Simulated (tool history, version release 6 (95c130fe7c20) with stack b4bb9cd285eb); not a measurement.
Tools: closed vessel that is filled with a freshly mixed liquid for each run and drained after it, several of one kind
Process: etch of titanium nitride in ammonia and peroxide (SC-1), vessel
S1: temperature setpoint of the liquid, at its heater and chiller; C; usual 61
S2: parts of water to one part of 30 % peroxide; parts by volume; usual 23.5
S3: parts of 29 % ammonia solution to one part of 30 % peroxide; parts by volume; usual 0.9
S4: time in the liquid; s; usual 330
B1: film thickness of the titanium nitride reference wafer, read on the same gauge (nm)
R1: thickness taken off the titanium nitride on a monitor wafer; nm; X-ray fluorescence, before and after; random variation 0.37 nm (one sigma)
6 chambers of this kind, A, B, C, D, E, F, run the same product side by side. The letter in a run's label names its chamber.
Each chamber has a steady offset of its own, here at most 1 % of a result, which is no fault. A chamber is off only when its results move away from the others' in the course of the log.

run	hour	S1	S2	S3	S4	B1	R1
1A	3.2	61	23.5	0.9	330	29.993	48.462
2B	6.1	61	23.5	0.9	330	29.999	48.29
# hour 9.4: chamber B: new drum of ammonia solution connected
3C	9.6	61	23.5	0.9	330	30	47.975
4F	13.8	61	23.5	0.9	330	30.01	49.137
5D	17.4	61	19	0.9	330	29.984	54.338
6E	21.1	61	19	0.9	330	30.008	54.999
7D	24.6	61	19	0.9	330	29.999	54.365
8A	27.6	61	19	0.9	330	30.03	54.558
9F	32.1	61	19	0.9	330	29.984	54.796
10E	35	61	19	0.9	330	30.007	55.027
11B	39.1	61	23.5	0.9	330	29.986	48.716
12C	43.3	61	23.5	0.9	330	30.012	47.977
13C	45.4	61	23.5	0.9	330	30.006	48.148
14E	48.9	61	23.5	1.2	265	30.01	41.564
15B	51.5	61	23.5	1.2	265	29.986	41.246
16F	56.3	61	23.5	1.2	265	29.981	40.95
17D	60	61	23.5	1.2	265	29.989	40.746
18A	64.1	61	23.5	1.2	265	30.016	41.12
19C	67.5	61	23.5	1.2	265	29.986	40.863
20F	71.8	61	23.5	0.9	330	29.98	48.428
21E	75.8	61	23.5	0.9	330	29.99	47.819
22D	80.6	61	23.5	0.9	330	29.984	48.788
23B	83.2	61	23.5	0.9	330	29.982	48.446
24A	87.6	61	23.5	0.9	330	29.978	48.972
25B	90	61	23.5	0.9	330	30.023	49.639
26F	93.7	61	23.5	0.9	330	29.971	48.975
27D	96.4	61	23.5	0.9	330	29.989	49.155
28A	100.3	57.5	23.5	0.9	330	29.978	39.115
# hour 101: chamber D: new drum of ammonia solution connected
29E	103.3	57.5	23.5	0.9	330	29.996	37.123
30C	107.4	57.5	23.5	0.9	330	29.981	38.212
31F	110.7	57.5	23.5	0.9	330	29.984	38.652
32E	115.3	57.5	23.5	0.9	330	29.999	36.336
33D	119	57.5	23.5	0.9	330	30.006	38.622
34A	122.2	61	23.5	0.9	330	30.026	48.828
35C	127	61	23.5	0.9	330	29.995	48.149
36B	130.4	61	23.5	0.9	415	30.018	60.578
37D	133.6	61	23.5	0.9	415	29.994	61.334
38E	137.3	61	23.5	0.9	415	30.025	55.912
39C	139.8	61	23.5	0.9	415	29.996	60.395
40A	143.3	61	23.5	0.9	415	30.002	60.965
41F	147.7	61	23.5	0.9	415	30.023	60.88
42B	150.7	61	23.5	0.9	330	30.032	48.484
43D	155.3	61	23.5	0.9	330	30.001	49.111

All 6 chambers run these settings next. Forecast each chamber's results:
44A	158.8	61	23.5	0.9	330		?
44B	158.8	61	23.5	0.9	330		?
44C	158.8	61	23.5	0.9	330		?
44D	158.8	61	23.5	0.9	330		?
44E	158.8	61	23.5	0.9	330		?
44F	158.8	61	23.5	0.9	330		?

run	R1
44A	49.474
44B	48.601
44C	47.899
44D	49.679
44E	43.941
44F	49.028
